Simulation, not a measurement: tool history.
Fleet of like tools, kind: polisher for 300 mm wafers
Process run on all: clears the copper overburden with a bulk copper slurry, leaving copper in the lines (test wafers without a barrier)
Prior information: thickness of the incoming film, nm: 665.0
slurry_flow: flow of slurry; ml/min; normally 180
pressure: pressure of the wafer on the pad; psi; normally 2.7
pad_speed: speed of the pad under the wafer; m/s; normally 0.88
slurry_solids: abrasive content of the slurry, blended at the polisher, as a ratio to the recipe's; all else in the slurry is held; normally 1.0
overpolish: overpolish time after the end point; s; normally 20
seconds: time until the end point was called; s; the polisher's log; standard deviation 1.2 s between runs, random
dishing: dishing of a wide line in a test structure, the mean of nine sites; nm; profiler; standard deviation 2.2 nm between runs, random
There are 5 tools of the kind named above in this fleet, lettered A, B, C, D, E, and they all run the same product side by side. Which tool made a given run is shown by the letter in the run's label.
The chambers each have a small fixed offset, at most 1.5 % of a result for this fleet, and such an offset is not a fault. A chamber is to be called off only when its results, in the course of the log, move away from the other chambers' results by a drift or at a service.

run	hour	slurry_flow	pressure	pad_speed	slurry_solids	overpolish	wafers polished on this pad	hours since the slurry nozzle was cleaned	hours since the head pressure was calibrated	hours since the slurry blender was calibrated	seconds	dishing
# hour 1.9: chamber C: worn pad replaced by a new one
# hour 3.4: chamber E: worn pad replaced by a new one
1B	6.2	180	2.7	0.88	1.0	20	141	604.8	232.9	141.7	77.096	92.790
# hour 13.2: chamber D: worn pad replaced by a new one
2E	16.2	180	2.7	0.88	1.0	20	109	262.6	732.1	382.3	78.174	87.827
3D	27.4	180	2.7	0.88	1.0	20	120	534.1	493.2	330.9	77.583	95.586
# hour 32.8: chamber A: worn pad replaced by a new one
4A	36.6	180	2.7	0.88	1.0	20	32	361.9	642.0	109.7	79.267	95.079
5C	47.3	180	2.7	0.88	1.0	20	385	69.9	282.1	81.0	76.478	90.732
6A	53.6	180	2.7	0.88	1.0	20	176	378.9	659.0	126.7	78.327	93.119
7D	65.5	180	2.7	0.88	1.0	20	444	572.2	531.3	369.0	79.190	91.155
# hour 75.2: chamber E: worn pad replaced by a new one
8C	76.4	180	2.7	1.12	1.0	20	633	99.0	311.2	110.1	62.678	106.940
# hour 80.4: chamber C: worn pad replaced by a new one
# hour 83.0: chamber B: slurry blender recalibrated
# hour 85.7: chamber E: slurry blender recalibrated
9B	86.3	180	2.7	1.12	1.0	20	821	684.9	313.0	3.4	60.411	108.900
10E	97.7	180	2.7	1.12	1.0	20	191	344.1	813.6	12.0	61.896	105.630
11C	104.7	180	2.7	1.12	1.0	20	207	127.3	339.5	138.4	59.655	107.260
12E	113.8	180	2.7	1.12	1.0	20	327	360.2	829.7	28.1	62.594	105.680
13D	122.7	235	2.7	0.88	1.0	20	930	629.4	588.5	426.2	74.095	92.504
14A	132.5	235	2.7	0.88	1.0	20	847	457.8	737.9	205.6	76.150	93.077
# hour 133.7: chamber D: worn pad replaced by a new one
# hour 139.6: chamber A: worn pad replaced by a new one
15B	143.7	235	2.7	0.88	1.0	20	1308	742.3	370.4	60.8	74.623	93.397
# hour 143.9: chamber D: slurry nozzle cleaned
# hour 149.2: chamber D: slurry blender recalibrated
16C	154.4	235	2.7	0.88	1.0	20	629	177.0	389.2	188.1	75.841	91.858
# hour 155.4: chamber E: worn pad replaced by a new one
17B	165.1	235	2.7	0.88	1.0	20	1490	763.7	391.8	82.2	75.821	98.967
# hour 168.9: chamber A: slurry blender recalibrated
18A	171.5	180	2.7	0.88	1.0	20	271	496.8	776.9	2.7	76.430	93.982
# hour 175.2: chamber B: worn pad replaced by a new one
# hour 178.1: chamber C: worn pad replaced by a new one
19E	179.8	180	2.7	0.88	1.0	20	207	426.2	895.7	94.1	78.704	92.588
# hour 186.1: chamber E: slurry nozzle cleaned
20D	191.6	180	2.7	1.14	1.0	26	492	47.8	657.4	42.4	59.706	126.940
21C	199.7	180	2.7	1.14	1.0	26	183	222.3	434.5	233.4	59.512	125.700
# hour 206.4: chamber B: head pressure recalibrated
22B	207.5	180	2.7	1.14	1.0	26	274	806.1	1.1	124.6	59.498	120.260
# hour 208.6: chamber A: head pressure recalibrated
23A	218.1	180	2.7	1.14	1.0	26	667	543.4	9.5	49.3	60.137	122.900
24D	225.4	180	2.7	1.14	1.0	26	779	81.6	691.2	76.2	59.571	123.190
25E	235.8	180	2.7	0.88	1.0	20	683	49.8	951.7	150.1	82.833	90.582
# hour 236.0: chamber E: worn pad replaced by a new one
# hour 243.4: chamber A: worn pad replaced by a new one
26E	245.7	180	2.7	0.88	1.0	20	82	59.7	961.6	160.0	81.841	89.446
# hour 246.4: chamber D: worn pad replaced by a new one
27B	251.6	180	2.7	0.88	1.0	20	649	850.2	45.2	168.7	79.340	97.389
# hour 261.2: chamber C: slurry nozzle cleaned
28D	262.7	180	2.7	0.88	1.0	20	139	118.9	728.5	113.5	77.766	88.943
29A	271.9	180	2.7	0.88	1.0	20	242	597.2	63.3	103.1	78.621	90.040
# hour 274.6: chamber C: slurry blender recalibrated
# hour 281.3: chamber C: worn pad replaced by a new one
30C	282.8	180	2.7	0.88	1.0	20	13	21.7	517.6	8.2	76.442	89.829
31C	293.2	180	2.7	0.88	1.0	20	101	32.1	528.0	18.6	75.441	97.000
# hour 300.2: chamber B: slurry blender recalibrated
# hour 304.2: chamber A: slurry nozzle cleaned
32D	304.4	180	2.7	0.88	1.0	20	493	160.6	770.2	155.2	78.186	96.112
# hour 308.4: chamber E: worn pad replaced by a new one
33B	311.2	180	2.7	0.88	1.0	13	1155	909.8	104.8	11.0	78.413	68.827
34E	317.6	180	2.7	0.88	1.0	13	78	131.6	1033.5	231.9	86.047	63.127
35A	324.4	180	2.7	0.88	1.0	13	688	20.3	115.8	155.6	80.256	70.397
36E	332.2	180	2.7	0.88	1.0	13	202	146.2	1048.1	246.5	85.707	60.401
# hour 333.4: chamber B: worn pad replaced by a new one
37D	341.6	180	2.7	0.88	1.0	13	809	197.8	807.4	192.4	76.680	69.004
38B	351.7	180	2.7	0.88	1.2	20	155	950.3	145.3	51.5	74.153	95.499
# hour 357.1: chamber A: worn pad replaced by a new one
39A	362.2	180	2.7	0.88	1.2	20	44	58.1	153.6	193.4	75.590	95.703
40C	369.1	180	2.7	0.88	1.2	20	746	108.0	603.9	94.5	73.728	94.458
41E	378.2	180	2.7	0.88	1.2	20	593	192.2	1094.1	292.5	86.508	86.049

Next, every chamber runs the same settings. What will each give?
42A	386.9	180	2.7	0.88	1.0	20					?	?
42B	386.9	180	2.7	0.88	1.0	20					?	?
42C	386.9	180	2.7	0.88	1.0	20					?	?
42D	386.9	180	2.7	0.88	1.0	20					?	?
42E	386.9	180	2.7	0.88	1.0	20					?	?

run	seconds	dishing
42A	75.923	92.618
42B	77.767	93.685
42C	77.885	93.570
42D	76.678	91.625
42E	91.267	78.844
